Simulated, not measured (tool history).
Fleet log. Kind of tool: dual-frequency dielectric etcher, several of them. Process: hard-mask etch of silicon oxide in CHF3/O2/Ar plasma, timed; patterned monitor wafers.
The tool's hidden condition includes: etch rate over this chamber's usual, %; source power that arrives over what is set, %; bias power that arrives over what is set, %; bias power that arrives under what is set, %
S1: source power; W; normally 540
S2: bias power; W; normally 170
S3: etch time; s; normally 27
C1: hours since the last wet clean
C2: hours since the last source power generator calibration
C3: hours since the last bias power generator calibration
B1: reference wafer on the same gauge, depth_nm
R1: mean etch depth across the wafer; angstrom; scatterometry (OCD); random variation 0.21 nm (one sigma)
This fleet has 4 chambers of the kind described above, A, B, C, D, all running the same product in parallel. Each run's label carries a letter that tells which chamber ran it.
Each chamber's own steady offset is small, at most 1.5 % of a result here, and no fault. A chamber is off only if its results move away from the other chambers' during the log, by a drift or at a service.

| run | hour | S1 | S2 | S3 | C1 | C2 | C3 | B1 | R1 |
|---|---|---|---|---|---|---|---|---|---|
| 1A | 8.3 | 540 | 170 | 27 | 410.6 | 1731.3 | 2097.6 | 41.609 | 500.07 |
| 2D | 18.8 | 540 | 170 | 27 | 212.6 | 1476.7 | 2527.2 | 41.56 | 496.19 |
| 3C | 26.1 | 540 | 170 | 27 | 247.4 | 2088.4 | 129.2 | 41.552 | 494.81 |
| 4B | 37 | 540 | 170 | 27 | 338.4 | 807.3 | 2390.5 | 41.593 | 506.16 |
|  | 40.1 | chamber C: source power generator calibrated |
| 5C | 46 | 460 | 170 | 30 | 267.3 | 6 | 149.1 | 41.646 | 523.45 |
| 6B | 58.5 | 460 | 170 | 30 | 359.9 | 828.8 | 2412 | 41.58 | 532.19 |
| 7D | 67.6 | 460 | 170 | 30 | 261.4 | 1525.5 | 2576 | 41.576 | 522.91 |
| 8A | 79.9 | 460 | 170 | 30 | 482.2 | 1802.9 | 2169.2 | 41.607 | 522.07 |
| 9C | 90.9 | 540 | 140 | 22.5 | 312.2 | 50.9 | 194 | 41.591 | 389.1 |
| 10A | 98.8 | 540 | 140 | 22.5 | 501.1 | 1821.8 | 2188.1 | 41.611 | 392.28 |
| 11B | 108.2 | 540 | 140 | 22.5 | 409.6 | 878.5 | 2461.7 | 41.579 | 397.74 |
| 12D | 115.6 | 540 | 140 | 22.5 | 309.4 | 1573.5 | 2624 | 41.576 | 386.37 |
| 13A | 124 | 540 | 170 | 34 | 526.3 | 1847 | 2213.3 | 41.591 | 632.57 |
| 14B | 136.1 | 540 | 170 | 34 | 437.5 | 906.4 | 2489.6 | 41.635 | 636.73 |
| 15C | 145 | 540 | 170 | 34 | 366.3 | 105 | 248.1 | 41.568 | 622.08 |
| 16D | 153 | 540 | 170 | 34 | 346.8 | 1610.9 | 2661.4 | 41.576 | 627.2 |
| 17A | 164.9 | 540 | 170 | 27 | 567.2 | 1887.9 | 2254.2 | 41.585 | 503.03 |
| 18B | 175.2 | 540 | 170 | 27 | 476.6 | 945.5 | 2528.7 | 41.633 | 506.06 |
| 19D | 186.9 | 540 | 170 | 27 | 380.7 | 1644.8 | 2695.3 | 41.64 | 498.65 |
| 20C | 200 | 540 | 170 | 27 | 421.3 | 160 | 303.1 | 41.596 | 497.84 |
| 21B | 212.9 | 540 | 170 | 27 | 514.3 | 983.2 | 2566.4 | 41.602 | 505.78 |
| 22D | 225 | 540 | 170 | 27 | 418.8 | 1682.9 | 2733.4 | 41.604 | 500.27 |
| 23A | 239.2 | 540 | 170 | 27 | 641.5 | 1962.2 | 2328.5 | 41.61 | 501.53 |
|  | 241.4 | chamber B: wet clean of the chamber |
| 24C | 250 | 540 | 170 | 27 | 471.3 | 210 | 353.1 | 41.561 | 502.17 |
| 25B | 256.5 | 540 | 170 | 27 | 15.1 | 1026.8 | 2610 | 41.57 | 517.07 |
|  | 259.2 | chamber A: wet clean of the chamber |
| 26D | 267.6 | 450 | 192 | 27 | 461.4 | 1725.5 | 2776 | 41.597 | 484.87 |
| 27A | 274.6 | 450 | 192 | 27 | 15.5 | 1997.6 | 2363.9 | 41.551 | 487.04 |
| 28C | 285.7 | 450 | 192 | 27 | 507 | 245.7 | 388.8 | 41.619 | 486.65 |
| 29C | 299.6 | 450 | 192 | 27 | 520.9 | 259.6 | 402.7 | 41.636 | 481.7 |
| 30B | 310.6 | 540 | 170 | 27 | 69.2 | 1080.9 | 2664.1 | 41.594 | 520.46 |
|  | 317.8 | chamber D: wet clean of the chamber |
| 31A | 322.2 | 540 | 170 | 27 | 63.1 | 2045.2 | 2411.5 | 41.614 | 501.74 |
| 32D | 330.6 | 540 | 170 | 27 | 12.8 | 1788.5 | 2839 | 41.601 | 496.97 |
| 33B | 345.3 | 540 | 170 | 27 | 103.9 | 1115.6 | 2698.8 | 41.568 | 520.72 |
| 34A | 355.2 | 540 | 170 | 27 | 96.1 | 2078.2 | 2444.5 | 41.574 | 500.26 |
| 35C | 365.9 | 540 | 170 | 27 | 587.2 | 325.9 | 469 | 41.595 | 503.23 |
| 36D | 374.3 | 540 | 170 | 27 | 56.5 | 1832.2 | 2882.7 | 41.539 | 500.13 |
| 37D | 384 | 590 | 170 | 22.5 | 66.2 | 1841.9 | 2892.4 | 41.579 | 427.64 |

Which is it: a chamber that has drifted or been left off by a service, a gauge drift common to all chambers, or only each chamber's usual small offset? If a chamber is off, name it and its likeliest cause.

A service left chamber B off against the others.
What lies behind it: etch rate over this chamber's usual, % = 2.48.

Which of the 4 candidates below, each the usual settings with something changed and its results left as question marks, puts chamber B back in line with what the other chambers give on the usual settings?
In line here means within this much of the mean the other chambers give on the usual settings: R1 7.2 angstrom
| 38B-1 | 394.6 | 550 | 170 | 28.5 |  |  |  |  | ? |
| 38B-2 | 394.6 | 490 | 170 | 27 |  |  |  |  | ? |
| 38B-3 | 394.6 | 570 | 178 | 27 |  |  |  |  | ? |
| 38B-4 | 394.6 | 530 | 168 | 25.5 |  |  |  |  | ? |

Usual-settings mean across the other chambers: R1 500 angstrom
| run | R1 |
|---|---|
| 38B-1 | 553.49 |
| 38B-2 | 501.59 |
| 38B-3 | 539.82 |
| 38B-4 | 486.3 |
38B-2 is the one that brings the chamber's results back in line with the other chambers.

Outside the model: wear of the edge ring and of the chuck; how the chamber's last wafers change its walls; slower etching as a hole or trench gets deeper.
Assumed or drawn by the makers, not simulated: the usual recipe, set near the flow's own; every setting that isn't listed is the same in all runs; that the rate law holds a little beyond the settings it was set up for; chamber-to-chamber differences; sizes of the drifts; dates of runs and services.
